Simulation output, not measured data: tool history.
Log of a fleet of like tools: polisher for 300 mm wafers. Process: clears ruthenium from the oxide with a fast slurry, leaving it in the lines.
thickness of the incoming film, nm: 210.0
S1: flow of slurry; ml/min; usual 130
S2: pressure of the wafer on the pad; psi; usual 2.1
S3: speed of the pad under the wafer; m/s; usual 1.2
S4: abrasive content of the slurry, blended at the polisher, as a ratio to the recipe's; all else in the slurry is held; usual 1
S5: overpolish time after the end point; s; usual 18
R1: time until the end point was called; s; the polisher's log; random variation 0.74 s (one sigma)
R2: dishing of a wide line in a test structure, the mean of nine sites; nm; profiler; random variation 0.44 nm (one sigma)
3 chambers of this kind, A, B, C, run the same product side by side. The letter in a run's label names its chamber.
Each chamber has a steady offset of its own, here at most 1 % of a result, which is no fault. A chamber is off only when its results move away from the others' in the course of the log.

| run | day | S1 | S2 | S3 | S4 | S5 | R1 | R2 |
|---|---|---|---|---|---|---|---|---|
|  | 0.025 | chamber C: worn pad replaced by a new one |
| 1A | 0.138 | 130 | 2.1 | 1.2 | 1 | 18 | 62.457 | 42.938 |
| 2B | 0.296 | 130 | 2.1 | 1.2 | 1 | 18 | 63.018 | 42.839 |
|  | 0.396 | chamber B: slurry nozzle cleaned |
|  | 0.421 | chamber B: head pressure recalibrated |
|  | 0.433 | chamber B: worn pad replaced by a new one |
| 3C | 0.504 | 130 | 2.1 | 1.2 | 1 | 18 | 63.35 | 42.004 |
| 4C | 0.679 | 130 | 2.1 | 1.2 | 1 | 18 | 61.685 | 42.891 |
| 5A | 0.808 | 130 | 2.1 | 1.2 | 1 | 18 | 64.218 | 42.298 |
|  | 0.854 | chamber A: worn pad replaced by a new one |
| 6B | 1.025 | 130 | 1.6 | 1.2 | 1.1 | 18 | 79.935 | 35.638 |
| 7C | 1.146 | 130 | 1.6 | 1.2 | 1.1 | 18 | 78.274 | 35.465 |
| 8B | 1.317 | 130 | 1.6 | 1.2 | 1.1 | 18 | 80.161 | 35.255 |
| 9A | 1.529 | 130 | 2.1 | 1.2 | 1 | 18 | 63.793 | 41.949 |
| 10C | 1.65 | 130 | 2.1 | 1.2 | 1 | 18 | 63.527 | 43.584 |
| 11A | 1.842 | 130 | 2.1 | 0.9 | 1 | 8 | 85.693 | 16.5 |
|  | 1.942 | chamber B: slurry blender recalibrated |
| 12B | 2.017 | 130 | 2.1 | 0.9 | 1 | 8 | 84.289 | 16.579 |
| 13C | 2.121 | 130 | 2.1 | 0.9 | 1 | 8 | 84.563 | 16.444 |
|  | 2.212 | chamber A: slurry nozzle cleaned |
| 14B | 2.292 | 130 | 2.1 | 1.2 | 1 | 18 | 62.566 | 42.266 |
| 15A | 2.438 | 130 | 2.1 | 1.2 | 1 | 18 | 63.615 | 42.23 |
|  | 2.454 | chamber C: worn pad replaced by a new one |
| 16B | 2.629 | 130 | 2.1 | 1.2 | 1 | 18 | 62.947 | 42.141 |
|  | 2.754 | chamber A: worn pad replaced by a new one |
| 17A | 2.792 | 130 | 2.1 | 1.2 | 1 | 18 | 63.062 | 42.65 |
| 18C | 2.975 | 130 | 2.1 | 1.2 | 1 | 18 | 65.053 | 40.363 |
| 19B | 3.179 | 130 | 2.1 | 1.2 | 1 | 18 | 61.89 | 43.151 |
| 20C | 3.358 | 130 | 2.1 | 1.2 | 1 | 18 | 68.382 | 39.671 |
| 21A | 3.558 | 130 | 2.1 | 1.2 | 1 | 18 | 63.291 | 42.481 |
| 22B | 3.746 | 130 | 2.1 | 1.2 | 1 | 18 | 62.447 | 42.528 |
| 23A | 3.95 | 130 | 2.1 | 1.2 | 1 | 18 | 62.447 | 42.686 |
| 24C | 4.183 | 130 | 2.1 | 1.2 | 1 | 18 | 72.267 | 38.613 |
| 25C | 4.408 | 130 | 2.1 | 1.2 | 1 | 18 | 74.624 | 38.261 |

What goes on in this fleet: one chamber off, a drifting gauge, or nothing beyond the chambers' own small offsets? Name the chamber and the cause, if any.

Chamber C drifts away from the others.
Cause: abrasive missing from the slurry, % = 29.3.

Here are 4 candidates for chamber C's next run, each the usual settings with a change, their results left as question marks. Which one brings its results back in line with what the others give on the usual settings?
In line means no further than this from the other chambers' mean on the usual settings: R1 2.6 s; R2 1.5 nm
| 26C-1 | 4.579 | 130 | 2 | 1.12 | 0.95 | 18 | ? | ? |
| 26C-2 | 4.579 | 130 | 2.2 | 1.24 | 1 | 18 | ? | ? |
| 26C-3 | 4.579 | 130 | 2.2 | 1.3 | 1.05 | 18 | ? | ? |
| 26C-4 | 4.579 | 130 | 2 | 1.16 | 1 | 18 | ? | ? |

The other chambers' mean on the usual settings: R1 63.112 s; R2 42.495 nm
| run | R1 | R2 |
|---|---|---|
| 26C-1 | 85.29 | 33.519 |
| 26C-2 | 68.05 | 40.163 |
| 26C-3 | 63.235 | 42.504 |
| 26C-4 | 80.082 | 35.287 |
26C-3 brings the chamber back in line.
